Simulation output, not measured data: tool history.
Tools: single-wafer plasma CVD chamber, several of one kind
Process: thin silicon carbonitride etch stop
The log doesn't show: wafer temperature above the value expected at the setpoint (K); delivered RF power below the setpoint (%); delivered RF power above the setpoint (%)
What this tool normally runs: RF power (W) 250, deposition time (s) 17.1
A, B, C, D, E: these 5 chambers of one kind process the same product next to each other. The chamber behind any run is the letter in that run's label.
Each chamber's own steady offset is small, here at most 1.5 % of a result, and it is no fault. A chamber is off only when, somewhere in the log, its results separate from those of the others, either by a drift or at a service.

| run | hour | RF power (W) | deposition time (s) | hours since the last thermocouple change | hours since the last RF generator calibration | read-back reference wafer on the same gauge, thickness_nm | mean film thickness on the monitor wafer (nm) |
|---|---|---|---|---|---|---|---|
| 1E | 10.0 | 250 | 17.1 | 1874.4 | 295.8 | 10.605 | 10.3950 |
| 2A | 16.5 | 250 | 17.1 | 836.8 | 717.0 | 10.607 | 10.4620 |
| 3B | 25.8 | 250 | 17.1 | 2077.9 | 424.9 | 10.607 | 10.4550 |
|  | 27.4 | chamber E: thermocouple changed; heater temperature recalibrated |
| 4C | 35.2 | 250 | 17.1 | 554.8 | 1211.0 | 10.608 | 10.3760 |
| 5D | 43.5 | 290 | 17.1 | 2135.8 | 53.1 | 10.609 | 10.7860 |
| 6A | 51.8 | 290 | 17.1 | 872.1 | 752.3 | 10.609 | 10.9210 |
| 7D | 56.7 | 290 | 17.1 | 2149.0 | 66.3 | 10.612 | 10.8020 |
| 8C | 63.8 | 290 | 17.1 | 583.4 | 1239.6 | 10.610 | 10.8620 |
| 9B | 71.7 | 290 | 17.1 | 2123.8 | 470.8 | 10.617 | 10.9430 |
| 10E | 76.6 | 250 | 16.1 | 49.3 | 362.4 | 10.615 | 9.7772 |
| 11C | 86.0 | 250 | 16.1 | 605.6 | 1261.8 | 10.621 | 9.7779 |
| 12E | 91.6 | 250 | 16.1 | 64.3 | 377.4 | 10.622 | 9.8194 |
| 13B | 98.4 | 250 | 16.1 | 2150.5 | 497.5 | 10.623 | 9.8705 |
| 14D | 108.0 | 250 | 16.1 | 2200.3 | 117.6 | 10.627 | 9.7000 |
| 15A | 113.2 | 250 | 17.1 | 933.5 | 813.7 | 10.629 | 10.4630 |
| 16A | 118.2 | 250 | 17.1 | 938.5 | 818.7 | 10.623 | 10.4980 |
| 17E | 124.7 | 250 | 17.1 | 97.4 | 410.5 | 10.629 | 10.4480 |
| 18C | 133.5 | 250 | 17.1 | 653.1 | 1309.3 | 10.628 | 10.3730 |
| 19B | 141.4 | 250 | 17.1 | 2193.5 | 540.5 | 10.628 | 10.4680 |
| 20D | 147.1 | 210 | 19.8 | 2239.4 | 156.7 | 10.634 | 11.3370 |
|  | 150.4 | chamber D: thermocouple changed; heater temperature recalibrated |
| 21C | 153.8 | 210 | 19.8 | 673.4 | 1329.6 | 10.633 | 11.4390 |
| 22B | 160.4 | 210 | 19.8 | 2212.5 | 559.5 | 10.636 | 11.5380 |
| 23D | 169.5 | 210 | 19.8 | 19.1 | 179.1 | 10.640 | 11.3310 |
| 24E | 176.0 | 210 | 19.8 | 148.7 | 461.8 | 10.643 | 11.4760 |
| 25A | 184.2 | 250 | 17.1 | 1004.5 | 884.7 | 10.636 | 10.4930 |
| 26B | 190.4 | 250 | 17.1 | 2242.5 | 589.5 | 10.644 | 10.4990 |
| 27C | 199.0 | 250 | 17.1 | 718.6 | 1374.8 | 10.641 | 10.4100 |
| 28D | 205.3 | 250 | 17.1 | 54.9 | 214.9 | 10.651 | 10.3350 |
| 29E | 213.5 | 250 | 17.1 | 186.2 | 499.3 | 10.646 | 10.4320 |
| 30A | 223.4 | 250 | 17.1 | 1043.7 | 923.9 | 10.649 | 10.4890 |
| 31D | 230.2 | 250 | 17.1 | 79.8 | 239.8 | 10.652 | 10.3530 |
| 32C | 237.3 | 250 | 17.1 | 756.9 | 1413.1 | 10.651 | 10.4090 |
| 33A | 242.8 | 250 | 17.1 | 1063.1 | 943.3 | 10.654 | 10.5150 |
| 34E | 247.9 | 250 | 17.1 | 220.6 | 533.7 | 10.654 | 10.4500 |
| 35B | 257.2 | 250 | 17.1 | 2309.3 | 656.3 | 10.656 | 10.5020 |
| 36A | 263.5 | 205 | 15.9 | 1083.8 | 964.0 | 10.659 | 9.2340 |
| 37D | 274.2 | 205 | 15.9 | 123.8 | 283.8 | 10.662 | 9.0870 |
| 38C | 279.5 | 205 | 15.9 | 799.1 | 1455.3 | 10.663 | 9.1488 |
| 39B | 289.5 | 205 | 15.9 | 2341.6 | 688.6 | 10.667 | 9.2484 |

All chambers now run identical settings, listed one chamber a line with results as question marks. What results will each chamber show?
| 40A | 297.2 | 250 | 17.1 |  |  |  | ? |
| 40B | 297.2 | 250 | 17.1 |  |  |  | ? |
| 40C | 297.2 | 250 | 17.1 |  |  |  | ? |
| 40D | 297.2 | 250 | 17.1 |  |  |  | ? |
| 40E | 297.2 | 250 | 17.1 |  |  |  | ? |

| run | mean film thickness on the monitor wafer (nm) |
|---|---|
| 40A | 10.5040 |
| 40B | 10.5160 |
| 40C | 10.4300 |
| 40D | 10.3670 |
| 40E | 10.4610 |
